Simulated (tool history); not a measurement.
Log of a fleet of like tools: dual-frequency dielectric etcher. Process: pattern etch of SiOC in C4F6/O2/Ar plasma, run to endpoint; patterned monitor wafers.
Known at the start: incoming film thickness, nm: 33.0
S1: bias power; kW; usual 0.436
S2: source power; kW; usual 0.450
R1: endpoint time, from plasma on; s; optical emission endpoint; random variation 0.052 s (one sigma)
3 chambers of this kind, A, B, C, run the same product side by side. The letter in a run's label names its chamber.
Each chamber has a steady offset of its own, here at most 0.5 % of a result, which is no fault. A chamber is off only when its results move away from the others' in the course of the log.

| run | day | S1 | S2 | R1 |
|---|---|---|---|---|
| 1A | 0.421 | 0.436 | 0.450 | 11.100 |
| 2C | 0.729 | 0.436 | 0.450 | 11.192 |
| 3B | 1.075 | 0.436 | 0.450 | 11.214 |
| 4B | 1.342 | 0.436 | 0.450 | 11.232 |
|  | 1.438 | chamber C: wet clean of the chamber |
| 5C | 1.608 | 0.436 | 0.450 | 11.250 |
| 6A | 2.046 | 0.483 | 0.370 | 11.488 |
| 7A | 2.558 | 0.483 | 0.370 | 11.590 |
| 8C | 3.075 | 0.483 | 0.370 | 11.588 |
| 9B | 3.579 | 0.436 | 0.450 | 11.349 |
| 10B | 3.971 | 0.436 | 0.450 | 11.301 |
| 11C | 4.217 | 0.338 | 0.350 | 13.534 |
| 12A | 4.629 | 0.338 | 0.350 | 13.404 |
| 13A | 5.088 | 0.338 | 0.350 | 13.306 |
| 14C | 5.546 | 0.436 | 0.450 | 11.197 |
| 15B | 6.079 | 0.436 | 0.450 | 11.131 |
| 16B | 6.429 | 0.436 | 0.450 | 11.157 |
| 17C | 6.754 | 0.436 | 0.450 | 11.116 |
| 18A | 7.071 | 0.436 | 0.450 | 11.134 |
| 19B | 7.362 | 0.436 | 0.450 | 11.176 |
| 20A | 7.842 | 0.348 | 0.350 | 13.221 |
|  | 8.088 | chamber B: wet clean of the chamber |
| 21C | 8.092 | 0.348 | 0.350 | 13.307 |
| 22C | 8.538 | 0.348 | 0.350 | 13.283 |
| 23B | 8.933 | 0.436 | 0.450 | 11.220 |
| 24A | 9.329 | 0.436 | 0.450 | 11.105 |
| 25A | 9.675 | 0.436 | 0.450 | 11.073 |
| 26C | 10.212 | 0.436 | 0.450 | 11.256 |

Is one chamber off against the others, does the gauge drift, or is nothing wrong? If a chamber is off, say which, and what the likeliest cause is.

No chamber stands off beyond its own small offset, and the gauge holds steady.
